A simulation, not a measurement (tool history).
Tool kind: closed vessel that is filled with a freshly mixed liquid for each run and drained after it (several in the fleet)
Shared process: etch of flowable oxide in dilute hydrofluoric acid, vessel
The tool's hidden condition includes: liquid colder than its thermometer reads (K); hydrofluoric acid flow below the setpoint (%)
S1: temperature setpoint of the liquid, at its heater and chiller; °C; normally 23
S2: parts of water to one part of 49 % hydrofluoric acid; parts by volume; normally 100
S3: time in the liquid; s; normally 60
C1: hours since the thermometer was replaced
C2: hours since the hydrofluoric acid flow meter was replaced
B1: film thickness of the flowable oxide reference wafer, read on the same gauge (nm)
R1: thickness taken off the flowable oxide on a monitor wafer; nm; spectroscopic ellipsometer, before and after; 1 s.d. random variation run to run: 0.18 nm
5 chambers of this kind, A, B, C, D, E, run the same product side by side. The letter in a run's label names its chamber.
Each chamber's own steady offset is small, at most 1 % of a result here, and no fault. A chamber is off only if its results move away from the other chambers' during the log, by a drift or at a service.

run 1D hour=12.8 | S1=23 S2=100 S3=60 | C1=1547.5 C2=487 | B1=29.98 | R1=22.027
run 2E hour=23.6 | S1=23 S2=100 S3=60 | C1=1916.3 C2=287.3 | B1=29.991 | R1=21.933
run 3C hour=30.5 | S1=23 S2=100 S3=60 | C1=641.4 C2=252.7 | B1=30.003 | R1=22.23
run 4B hour=43.4 | S1=23 S2=100 S3=60 | C1=224.5 C2=1993.9 | B1=29.992 | R1=22.128
-- hour=48 chamber B: hydrofluoric acid flow meter replaced
-- hour=55.3 chamber E: thermometer replaced
run 5A hour=56.6 | S1=23 S2=100 S3=60 | C1=1483.9 C2=149.2 | B1=29.985 | R1=21.905
run 6E hour=71.1 | S1=23 S2=100 S3=60 | C1=15.8 C2=334.8 | B1=30.026 | R1=22.262
run 7C hour=78.9 | S1=23 S2=100 S3=60 | C1=689.8 C2=301.1 | B1=30.002 | R1=22.09
run 8D hour=90.5 | S1=23 S2=100 S3=60 | C1=1625.2 C2=564.7 | B1=30.009 | R1=22.412
run 9A hour=98.4 | S1=23 S2=100 S3=60 | C1=1525.7 C2=191 | B1=30.016 | R1=21.758
run 10B hour=106.3 | S1=23 S2=100 S3=60 | C1=287.4 C2=58.3 | B1=29.974 | R1=22.059
run 11D hour=115.7 | S1=23 S2=100 S3=60 | C1=1650.4 C2=589.9 | B1=29.984 | R1=21.685
run 12A hour=123.3 | S1=23 S2=100 S3=60 | C1=1550.6 C2=215.9 | B1=29.999 | R1=21.784
run 13E hour=131 | S1=23 S2=100 S3=60 | C1=75.7 C2=394.7 | B1=30.034 | R1=22.07
run 14B hour=140.8 | S1=23 S2=100 S3=60 | C1=321.9 C2=92.8 | B1=30.024 | R1=21.869
run 15C hour=154.5 | S1=23 S2=100 S3=75 | C1=765.4 C2=376.7 | B1=29.992 | R1=27.348
run 16B hour=164 | S1=23 S2=100 S3=75 | C1=345.1 C2=116 | B1=29.97 | R1=27.292
run 17E hour=175.4 | S1=23 S2=100 S3=75 | C1=120.1 C2=439.1 | B1=30.016 | R1=27.308
run 18D hour=187 | S1=23 S2=100 S3=75 | C1=1721.7 C2=661.2 | B1=29.985 | R1=26.762
run 19A hour=195.3 | S1=23 S2=100 S3=75 | C1=1622.6 C2=287.9 | B1=29.987 | R1=27.587
-- hour=198.6 chamber E: hydrofluoric acid flow meter replaced
run 20C hour=207.8 | S1=23 S2=100 S3=60 | C1=818.7 C2=430 | B1=30.005 | R1=22.228
run 21D hour=220.7 | S1=23 S2=100 S3=40 | C1=1755.4 C2=694.9 | B1=30.031 | R1=14.093
run 22A hour=227.1 | S1=23 S2=100 S3=40 | C1=1654.4 C2=319.7 | B1=29.972 | R1=14.613
run 23E hour=236.6 | S1=23 S2=100 S3=40 | C1=181.3 C2=38.1 | B1=30.01 | R1=14.718
run 24C hour=250.9 | S1=23 S2=100 S3=40 | C1=861.8 C2=473.1 | B1=30.006 | R1=14.708
run 25B hour=264.5 | S1=23 S2=100 S3=40 | C1=445.6 C2=216.5 | B1=29.98 | R1=14.596
run 26D hour=273.6 | S1=23 S2=100 S3=60 | C1=1808.3 C2=747.8 | B1=30.043 | R1=20.508
run 27E hour=283.5 | S1=23 S2=100 S3=60 | C1=228.2 C2=85 | B1=29.992 | R1=22.103
run 28B hour=295.5 | S1=23 S2=100 S3=60 | C1=476.6 C2=247.5 | B1=29.971 | R1=21.761
run 29C hour=309.4 | S1=23 S2=100 S3=60 | C1=920.3 C2=531.6 | B1=29.998 | R1=22.127
run 30A hour=318.2 | S1=23 S2=100 S3=60 | C1=1745.5 C2=410.8 | B1=29.996 | R1=21.918
run 31B hour=327 | S1=23 S2=100 S3=60 | C1=508.1 C2=279 | B1=30.039 | R1=21.78

Has any chamber moved away from the others, gradually or after a service, or does the common gauge drift, or do the chambers differ only by their own small steady offsets? State the chamber and the most likely cause if one applies.

Chamber D drifts away from the others.
Cause: hydrofluoric acid flow below the setpoint (%) = 7.64.
The log may not tell that from: liquid colder than its thermometer reads (K).

Which of the 4 candidates below, each the usual settings with something changed and its results left as question marks, puts chamber D back in line with what the other chambers give on the usual settings?
A result is in line if it is within this distance of the other chambers' mean on the usual settings: R1 0.64 nm
run 32D-1 hour=337.5 | S1=23 S2=100 S3=65 | R1=?
run 32D-2 hour=337.5 | S1=23.5 S2=100 S3=60 | R1=?
run 32D-3 hour=337.5 | S1=22.5 S2=100 S3=60 | R1=?
run 32D-4 hour=337.5 | S1=21 S2=100 S3=60 | R1=?

Mean of the other chambers on the usual settings: R1 21.971 nm
run=32D-1 R1=21.886
run=32D-2 R1=20.615
run=32D-3 R1=19.796
run=32D-4 R1=18.623
With 32D-1, the chamber falls back in line with the rest.

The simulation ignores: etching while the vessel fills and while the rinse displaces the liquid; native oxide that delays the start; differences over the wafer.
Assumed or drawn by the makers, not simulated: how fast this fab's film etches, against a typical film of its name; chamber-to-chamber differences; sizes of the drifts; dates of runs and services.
